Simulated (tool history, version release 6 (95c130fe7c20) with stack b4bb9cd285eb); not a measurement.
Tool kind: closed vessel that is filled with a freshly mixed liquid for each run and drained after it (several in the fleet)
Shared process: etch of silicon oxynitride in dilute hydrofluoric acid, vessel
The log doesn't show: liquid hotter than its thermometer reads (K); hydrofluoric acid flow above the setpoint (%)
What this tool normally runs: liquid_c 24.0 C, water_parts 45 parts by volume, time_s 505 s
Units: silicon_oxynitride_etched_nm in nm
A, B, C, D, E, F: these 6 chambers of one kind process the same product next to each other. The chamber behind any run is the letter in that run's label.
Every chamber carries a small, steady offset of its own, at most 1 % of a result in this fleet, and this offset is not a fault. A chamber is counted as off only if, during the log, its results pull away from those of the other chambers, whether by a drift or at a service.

run	hour	liquid_c	water_parts	time_s	hours since the thermometer was replaced	hours since the hydrofluoric acid flow meter was replaced	read-back film thickness of the silicon oxynitride reference wafer, read on the same gauge (nm)	silicon_oxynitride_etched_nm
1D	9.1	24.0	45	505	289.2	977.8	150.01	38.708
2B	14.4	24.0	45	505	812.8	210.7	149.98	38.985
3C	20.7	24.0	45	505	403.3	373.1	150.01	38.176
4F	29.0	24.0	45	505	66.1	1064.0	150.01	39.168
5A	34.2	24.0	45	505	802.3	291.6	150.01	39.134
6E	42.6	24.0	45	505	1752.5	1782.7	150.00	39.148
7F	48.9	27.5	45	505	86.0	1083.9	150.01	46.038
8D	53.9	27.5	45	505	334.0	1022.6	150.01	46.155
9B	58.7	27.5	45	505	857.1	255.0	150.00	45.870
10C	65.8	27.5	45	505	448.4	418.2	149.99	46.718
11A	72.4	27.5	45	505	840.5	329.8	150.00	46.416
12E	78.5	27.5	45	505	1788.4	1818.6	149.99	46.704
13E	85.6	24.0	45	505	1795.5	1825.7	149.99	39.445
14A	92.4	24.0	45	505	860.5	349.8	149.99	39.727
15B	97.4	24.0	45	505	895.8	293.7	150.01	39.046
16C	104.9	28.5	45	505	487.5	457.3	150.00	48.399
17F	111.1	28.5	45	505	148.2	1146.1	149.99	48.267
18D	116.9	28.5	45	505	397.0	1085.6	149.98	48.367
19B	122.2	28.5	45	505	920.6	318.5	149.98	47.869
20C	132.1	28.5	45	505	514.7	484.5	150.01	47.908
21D	140.7	28.5	45	505	420.8	1109.4	150.00	48.805
22F	146.6	24.0	45	505	183.7	1181.6	150.00	38.614
# hour 152.2: chamber E: thermometer replaced
23A	155.3	24.0	45	505	923.4	412.7	150.01	38.329
24E	160.7	24.0	45	505	8.6	1900.8	150.01	39.403
25E	166.7	24.0	45	505	14.6	1906.8	149.99	39.737
26B	176.1	27.5	25	505	974.5	372.4	150.00	81.343
27F	183.2	27.5	25	505	220.3	1218.2	150.00	86.480
28D	188.7	27.5	25	505	468.8	1157.4	150.01	83.372
29A	197.4	27.5	25	505	965.5	454.8	150.00	85.613
30C	206.3	27.5	25	505	588.9	558.7	149.99	84.306
31C	211.5	27.5	25	505	594.1	563.9	150.01	83.094
32B	218.6	24.0	45	505	1017.0	414.9	149.99	38.798
33F	226.4	24.0	50	250	263.5	1261.4	150.00	18.557
34A	233.2	24.0	50	250	1001.3	490.6	150.01	17.333
35E	242.4	24.0	50	250	90.3	1982.5	149.99	17.335
36D	249.8	24.0	50	250	529.9	1218.5	150.00	17.233
# hour 257.5: chamber A: hydrofluoric acid flow meter replaced
37B	258.1	24.0	50	250	1056.5	454.4	150.00	17.417
# hour 259.0: chamber D: thermometer replaced
38F	262.8	24.0	50	250	299.9	1297.8	149.99	18.725
39E	271.3	24.0	50	215	119.2	2011.4	150.00	15.176
40D	281.2	24.0	50	215	22.2	1249.9	149.99	15.074
41A	287.7	24.0	50	215	1055.8	30.3	150.00	14.847
42C	293.8	24.0	50	215	676.4	646.2	149.99	14.900
43F	300.9	24.0	50	215	338.0	1335.9	150.00	16.510

Which is it: a chamber that has drifted or been left off by a service, a gauge drift common to all chambers, or only each chamber's usual small offset? If a chamber is off, name it and its likeliest cause.

It is chamber F that slowly wanders off from its peers.
What lies behind it: hydrofluoric acid flow above the setpoint (%) = 10.6.
The log may not tell that from: liquid hotter than its thermometer reads (K).

Chamber F could run next with any of the 4 candidate recipes listed below; each alters the usual settings, and their results appear as question marks. Which one brings its results back in line with what the other chambers deliver on the usual settings?
A result is in line if it is within this distance of the other chambers' mean on the usual settings: silicon_oxynitride_etched_nm 1.300 nm
44F-1	308.0	24.0	45	530				?
44F-2	308.0	23.5	45	460				?
44F-3	308.0	24.5	45	550				?
44F-4	308.0	24.0	45	485				?

What the other chambers average on the usual settings: silicon_oxynitride_etched_nm 38.972 nm
run	silicon_oxynitride_etched_nm
44F-1	45.095
44F-2	38.188
44F-3	47.934
44F-4	41.266
44F-2 puts the chamber back in line with the other chambers.

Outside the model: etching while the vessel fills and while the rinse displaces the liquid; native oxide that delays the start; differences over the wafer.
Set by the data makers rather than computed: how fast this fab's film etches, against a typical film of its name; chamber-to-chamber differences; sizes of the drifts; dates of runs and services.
